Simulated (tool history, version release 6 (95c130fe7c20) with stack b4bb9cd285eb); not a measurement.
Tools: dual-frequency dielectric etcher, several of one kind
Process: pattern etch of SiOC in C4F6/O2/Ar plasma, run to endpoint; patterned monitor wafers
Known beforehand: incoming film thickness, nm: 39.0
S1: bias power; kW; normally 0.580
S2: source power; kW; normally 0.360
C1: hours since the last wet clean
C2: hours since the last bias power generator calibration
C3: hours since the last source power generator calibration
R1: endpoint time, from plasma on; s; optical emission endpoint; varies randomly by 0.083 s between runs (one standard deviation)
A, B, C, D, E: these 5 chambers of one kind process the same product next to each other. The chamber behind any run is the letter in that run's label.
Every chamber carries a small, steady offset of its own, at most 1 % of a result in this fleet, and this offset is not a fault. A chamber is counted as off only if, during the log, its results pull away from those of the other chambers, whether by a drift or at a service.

run 1C hour=3.4 | S1=0.580 S2=0.360 | C1=79.5 C2=828.6 C3=843.1 | R1=12.886
run 2D hour=6.0 | S1=0.580 S2=0.360 | C1=370.1 C2=1528.6 C3=515.1 | R1=13.043
run 3E hour=8.5 | S1=0.580 S2=0.360 | C1=236.4 C2=1569.5 C3=440.2 | R1=12.766
run 4A hour=11.2 | S1=0.580 S2=0.360 | C1=198.6 C2=2728.7 C3=3221.5 | R1=12.789
run 5B hour=13.5 | S1=0.580 S2=0.360 | C1=275.4 C2=219.9 C3=1922.7 | R1=12.944
run 6A hour=15.4 | S1=0.580 S2=0.360 | C1=202.8 C2=2732.9 C3=3225.7 | R1=12.721
run 7C hour=19.5 | S1=0.580 S2=0.360 | C1=95.6 C2=844.7 C3=859.2 | R1=12.989
run 8B hour=23.0 | S1=0.580 S2=0.360 | C1=284.9 C2=229.4 C3=1932.2 | R1=12.791
run 9D hour=25.4 | S1=0.580 S2=0.360 | C1=389.5 C2=1548.0 C3=534.5 | R1=13.130
run 10E hour=29.0 | S1=0.580 S2=0.360 | C1=256.9 C2=1590.0 C3=460.7 | R1=12.940
run 11D hour=32.0 | S1=0.580 S2=0.360 | C1=396.1 C2=1554.6 C3=541.1 | R1=13.003
run 12A hour=34.2 | S1=0.580 S2=0.360 | C1=221.6 C2=2751.7 C3=3244.5 | R1=12.866
run 13E hour=36.8 | S1=0.580 S2=0.360 | C1=264.7 C2=1597.8 C3=468.5 | R1=12.798
run 14C hour=39.1 | S1=0.580 S2=0.360 | C1=115.2 C2=864.3 C3=878.8 | R1=13.008
run 15B hour=41.7 | S1=0.485 S2=0.420 | C1=303.6 C2=248.1 C3=1950.9 | R1=12.997
run 16D hour=45.5 | S1=0.485 S2=0.420 | C1=409.6 C2=1568.1 C3=554.6 | R1=13.370
run 17E hour=48.2 | S1=0.485 S2=0.420 | C1=276.1 C2=1609.2 C3=479.9 | R1=13.028
run 18A hour=51.0 | S1=0.485 S2=0.420 | C1=238.4 C2=2768.5 C3=3261.3 | R1=12.856
run 19B hour=55.1 | S1=0.485 S2=0.420 | C1=317.0 C2=261.5 C3=1964.3 | R1=12.946
-- hour=55.2 chamber B: source power generator calibrated
run 20C hour=57.0 | S1=0.580 S2=0.360 | C1=133.1 C2=882.2 C3=896.7 | R1=12.908
run 21A hour=60.2 | S1=0.580 S2=0.360 | C1=247.6 C2=2777.7 C3=3270.5 | R1=12.569
run 22C hour=64.2 | S1=0.580 S2=0.360 | C1=140.3 C2=889.4 C3=903.9 | R1=13.019
run 23D hour=67.2 | S1=0.580 S2=0.360 | C1=431.3 C2=1589.8 C3=576.3 | R1=13.173
run 24B hour=69.8 | S1=0.580 S2=0.360 | C1=331.7 C2=276.2 C3=14.7 | R1=12.934
run 25E hour=72.4 | S1=0.580 S2=0.360 | C1=300.3 C2=1633.4 C3=504.1 | R1=12.852
run 26C hour=75.2 | S1=0.580 S2=0.360 | C1=151.3 C2=900.4 C3=914.9 | R1=13.048
-- hour=76.9 chamber D: wet clean of the chamber
run 27E hour=79.3 | S1=0.709 S2=0.360 | C1=307.2 C2=1640.3 C3=511.0 | R1=11.924
run 28B hour=82.8 | S1=0.709 S2=0.360 | C1=344.7 C2=289.2 C3=27.7 | R1=12.020
run 29D hour=84.7 | S1=0.709 S2=0.360 | C1=7.9 C2=1607.3 C3=593.8 | R1=11.970
run 30A hour=88.6 | S1=0.709 S2=0.360 | C1=276.0 C2=2806.1 C3=3298.9 | R1=11.558
run 31E hour=92.3 | S1=0.709 S2=0.360 | C1=320.2 C2=1653.3 C3=524.0 | R1=11.797
run 32C hour=94.8 | S1=0.580 S2=0.360 | C1=170.9 C2=920.0 C3=934.5 | R1=13.011
run 33B hour=98.3 | S1=0.459 S2=0.390 | C1=360.2 C2=304.7 C3=43.2 | R1=13.760
run 34A hour=101.0 | S1=0.459 S2=0.390 | C1=288.4 C2=2818.5 C3=3311.3 | R1=13.120
run 35D hour=103.2 | S1=0.459 S2=0.390 | C1=26.4 C2=1625.8 C3=612.3 | R1=13.764
run 36C hour=107.1 | S1=0.459 S2=0.390 | C1=183.2 C2=932.3 C3=946.8 | R1=13.805
run 37D hour=110.6 | S1=0.459 S2=0.390 | C1=33.8 C2=1633.2 C3=619.7 | R1=13.761
run 38B hour=112.7 | S1=0.580 S2=0.360 | C1=374.6 C2=319.1 C3=57.6 | R1=12.989
run 39A hour=116.3 | S1=0.580 S2=0.360 | C1=303.7 C2=2833.8 C3=3326.6 | R1=12.221
run 40E hour=120.0 | S1=0.580 S2=0.390 | C1=347.9 C2=1681.0 C3=551.7 | R1=12.465
run 41B hour=122.0 | S1=0.580 S2=0.390 | C1=383.9 C2=328.4 C3=66.9 | R1=12.424
run 42A hour=124.3 | S1=0.580 S2=0.390 | C1=311.7 C2=2841.8 C3=3334.6 | R1=11.835
run 43C hour=127.0 | S1=0.580 S2=0.390 | C1=203.1 C2=952.2 C3=966.7 | R1=12.560

Next, all 5 chambers run the settings below, one line each with question marks for the results. What does each chamber give?
run 44A hour=130.1 | S1=0.580 S2=0.360 | R1=?
run 44B hour=130.1 | S1=0.580 S2=0.360 | R1=?
run 44C hour=130.1 | S1=0.580 S2=0.360 | R1=?
run 44D hour=130.1 | S1=0.580 S2=0.360 | R1=?
run 44E hour=130.1 | S1=0.580 S2=0.360 | R1=?

run=44A R1=12.201
run=44B R1=13.044
run=44C R1=13.038
run=44D R1=13.074
run=44E R1=12.914
